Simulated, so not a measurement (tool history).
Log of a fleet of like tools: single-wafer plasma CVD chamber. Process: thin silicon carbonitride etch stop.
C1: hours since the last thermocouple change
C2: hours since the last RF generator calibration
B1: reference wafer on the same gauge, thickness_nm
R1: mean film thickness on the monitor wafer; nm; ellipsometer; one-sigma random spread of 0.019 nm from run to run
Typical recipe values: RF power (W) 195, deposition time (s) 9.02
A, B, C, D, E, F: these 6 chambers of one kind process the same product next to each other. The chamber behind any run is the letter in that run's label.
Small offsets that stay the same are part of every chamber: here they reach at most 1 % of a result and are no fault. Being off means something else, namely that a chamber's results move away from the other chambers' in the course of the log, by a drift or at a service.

{"run": "1D", "hour": 6.3, "RF power (W)": 195, "deposition time (s)": 9.02, "C1": 1057.9, "C2": 1023.3, "B1": 5.6402, "R1": 5.0905}
{"run": "2E", "hour": 14.8, "RF power (W)": 195, "deposition time (s)": 9.02, "C1": 1013, "C2": 197.9, "B1": 5.6417, "R1": 5.109}
{"run": "3F", "hour": 21.4, "RF power (W)": 195, "deposition time (s)": 9.02, "C1": 479.7, "C2": 959.3, "B1": 5.6399, "R1": 5.0391}
{"run": "4B", "hour": 27.7, "RF power (W)": 195, "deposition time (s)": 9.02, "C1": 1381.1, "C2": 1063.6, "B1": 5.6356, "R1": 5.1018}
{"run": "5A", "hour": 32.8, "RF power (W)": 195, "deposition time (s)": 9.02, "C1": 512.3, "C2": 1724.4, "B1": 5.6422, "R1": 5.0639}
{"run": "6C", "hour": 39.8, "RF power (W)": 195, "deposition time (s)": 9.02, "C1": 685.6, "C2": 629, "B1": 5.6364, "R1": 5.0713}
{"run": "7E", "hour": 45.9, "RF power (W)": 195, "deposition time (s)": 9.97, "C1": 1044.1, "C2": 229, "B1": 5.6426, "R1": 5.6213}
{"hour": 46.9, "done": "chamber A: RF generator calibrated"}
{"run": "8F", "hour": 51.4, "RF power (W)": 195, "deposition time (s)": 9.97, "C1": 509.7, "C2": 989.3, "B1": 5.6415, "R1": 5.6164}
{"run": "9C", "hour": 61.2, "RF power (W)": 195, "deposition time (s)": 9.97, "C1": 707, "C2": 650.4, "B1": 5.6399, "R1": 5.6202}
{"run": "10B", "hour": 70.2, "RF power (W)": 195, "deposition time (s)": 9.97, "C1": 1423.6, "C2": 1106.1, "B1": 5.6416, "R1": 5.6429}
{"run": "11A", "hour": 77.5, "RF power (W)": 195, "deposition time (s)": 9.97, "C1": 557, "C2": 30.7, "B1": 5.6472, "R1": 5.5739}
{"run": "12D", "hour": 87.8, "RF power (W)": 195, "deposition time (s)": 9.97, "C1": 1139.4, "C2": 1104.8, "B1": 5.642, "R1": 5.6445}
{"run": "13D", "hour": 96.5, "RF power (W)": 195, "deposition time (s)": 9.02, "C1": 1148.1, "C2": 1113.5, "B1": 5.6343, "R1": 5.1224}
{"run": "14F", "hour": 102.8, "RF power (W)": 195, "deposition time (s)": 9.02, "C1": 561.1, "C2": 1040.7, "B1": 5.6435, "R1": 5.0423}
{"run": "15C", "hour": 107.3, "RF power (W)": 195, "deposition time (s)": 9.02, "C1": 753.1, "C2": 696.5, "B1": 5.6435, "R1": 5.0872}
{"run": "16A", "hour": 117.6, "RF power (W)": 175, "deposition time (s)": 10.05, "C1": 597.1, "C2": 70.8, "B1": 5.6388, "R1": 5.4677}
{"run": "17E", "hour": 126.2, "RF power (W)": 175, "deposition time (s)": 10.05, "C1": 1124.4, "C2": 309.3, "B1": 5.6412, "R1": 5.4914}
{"run": "18B", "hour": 132.6, "RF power (W)": 175, "deposition time (s)": 10.05, "C1": 1486, "C2": 1168.5, "B1": 5.6379, "R1": 5.5083}
{"run": "19C", "hour": 142.8, "RF power (W)": 175, "deposition time (s)": 10.05, "C1": 788.6, "C2": 732, "B1": 5.6367, "R1": 5.484}
{"run": "20E", "hour": 150.7, "RF power (W)": 175, "deposition time (s)": 10.05, "C1": 1148.9, "C2": 333.8, "B1": 5.6396, "R1": 5.4797}
{"run": "21F", "hour": 158.4, "RF power (W)": 175, "deposition time (s)": 10.05, "C1": 616.7, "C2": 1096.3, "B1": 5.6399, "R1": 5.4657}
{"hour": 160.3, "done": "chamber B: RF generator calibrated"}
{"run": "22D", "hour": 163.8, "RF power (W)": 195, "deposition time (s)": 9.02, "C1": 1215.4, "C2": 1180.8, "B1": 5.6394, "R1": 5.121}
{"run": "23A", "hour": 171.8, "RF power (W)": 195, "deposition time (s)": 9.02, "C1": 651.3, "C2": 125, "B1": 5.6364, "R1": 5.026}
{"run": "24B", "hour": 180.0, "RF power (W)": 195, "deposition time (s)": 9.02, "C1": 1533.4, "C2": 19.7, "B1": 5.6375, "R1": 5.0785}
{"run": "25A", "hour": 184.8, "RF power (W)": 195, "deposition time (s)": 9.02, "C1": 664.3, "C2": 138, "B1": 5.6379, "R1": 5.0403}
{"run": "26E", "hour": 194.9, "RF power (W)": 195, "deposition time (s)": 9.02, "C1": 1193.1, "C2": 378, "B1": 5.6443, "R1": 5.0845}
{"run": "27D", "hour": 204.8, "RF power (W)": 195, "deposition time (s)": 9.02, "C1": 1256.4, "C2": 1221.8, "B1": 5.6418, "R1": 5.1588}
{"run": "28B", "hour": 211.5, "RF power (W)": 195, "deposition time (s)": 9.02, "C1": 1564.9, "C2": 51.2, "B1": 5.6437, "R1": 5.1006}
{"run": "29F", "hour": 216.7, "RF power (W)": 195, "deposition time (s)": 9.02, "C1": 675, "C2": 1154.6, "B1": 5.6353, "R1": 5.0342}
{"run": "30C", "hour": 223.5, "RF power (W)": 195, "deposition time (s)": 9.02, "C1": 869.3, "C2": 812.7, "B1": 5.6386, "R1": 5.0715}
{"run": "31A", "hour": 230.7, "RF power (W)": 195, "deposition time (s)": 9.02, "C1": 710.2, "C2": 183.9, "B1": 5.6358, "R1": 5.0368}
{"run": "32E", "hour": 239.4, "RF power (W)": 195, "deposition time (s)": 9.02, "C1": 1237.6, "C2": 422.5, "B1": 5.6373, "R1": 5.1236}
{"run": "33D", "hour": 245.7, "RF power (W)": 195, "deposition time (s)": 9.02, "C1": 1297.3, "C2": 1262.7, "B1": 5.6436, "R1": 5.119}
{"run": "34B", "hour": 253.8, "RF power (W)": 195, "deposition time (s)": 9.02, "C1": 1607.2, "C2": 93.5, "B1": 5.6419, "R1": 5.0655}
{"run": "35F", "hour": 260.7, "RF power (W)": 215, "deposition time (s)": 9.6, "C1": 719, "C2": 1198.6, "B1": 5.6437, "R1": 5.5152}
{"run": "36C", "hour": 271.0, "RF power (W)": 215, "deposition time (s)": 9.6, "C1": 916.8, "C2": 860.2, "B1": 5.6355, "R1": 5.5908}
{"run": "37A", "hour": 276.5, "RF power (W)": 215, "deposition time (s)": 9.6, "C1": 756, "C2": 229.7, "B1": 5.6348, "R1": 5.5205}
{"run": "38C", "hour": 285.6, "RF power (W)": 215, "deposition time (s)": 9.6, "C1": 931.4, "C2": 874.8, "B1": 5.641, "R1": 5.5491}
{"run": "39F", "hour": 290.2, "RF power (W)": 215, "deposition time (s)": 9.6, "C1": 748.5, "C2": 1228.1, "B1": 5.6371, "R1": 5.5111}
{"run": "40E", "hour": 299.4, "RF power (W)": 215, "deposition time (s)": 9.6, "C1": 1297.6, "C2": 482.5, "B1": 5.6401, "R1": 5.6167}
{"run": "41B", "hour": 307.5, "RF power (W)": 195, "deposition time (s)": 9.02, "C1": 1660.9, "C2": 147.2, "B1": 5.6382, "R1": 5.0461}
{"run": "42D", "hour": 316.5, "RF power (W)": 195, "deposition time (s)": 9.02, "C1": 1368.1, "C2": 1333.5, "B1": 5.645, "R1": 5.0915}
{"run": "43F", "hour": 326.5, "RF power (W)": 195, "deposition time (s)": 9.02, "C1": 784.8, "C2": 1264.4, "B1": 5.6411, "R1": 5.0508}
{"run": "44D", "hour": 336.4, "RF power (W)": 220, "deposition time (s)": 9.93, "C1": 1388, "C2": 1353.4, "B1": 5.6478, "R1": 5.8298}

Is one chamber out of step, is the gauge drifting, or do the chambers differ by no more than their own small offsets? For an off chamber, give its letter and the likeliest cause.

No chamber stands off beyond its own small offset, and the gauge holds steady.

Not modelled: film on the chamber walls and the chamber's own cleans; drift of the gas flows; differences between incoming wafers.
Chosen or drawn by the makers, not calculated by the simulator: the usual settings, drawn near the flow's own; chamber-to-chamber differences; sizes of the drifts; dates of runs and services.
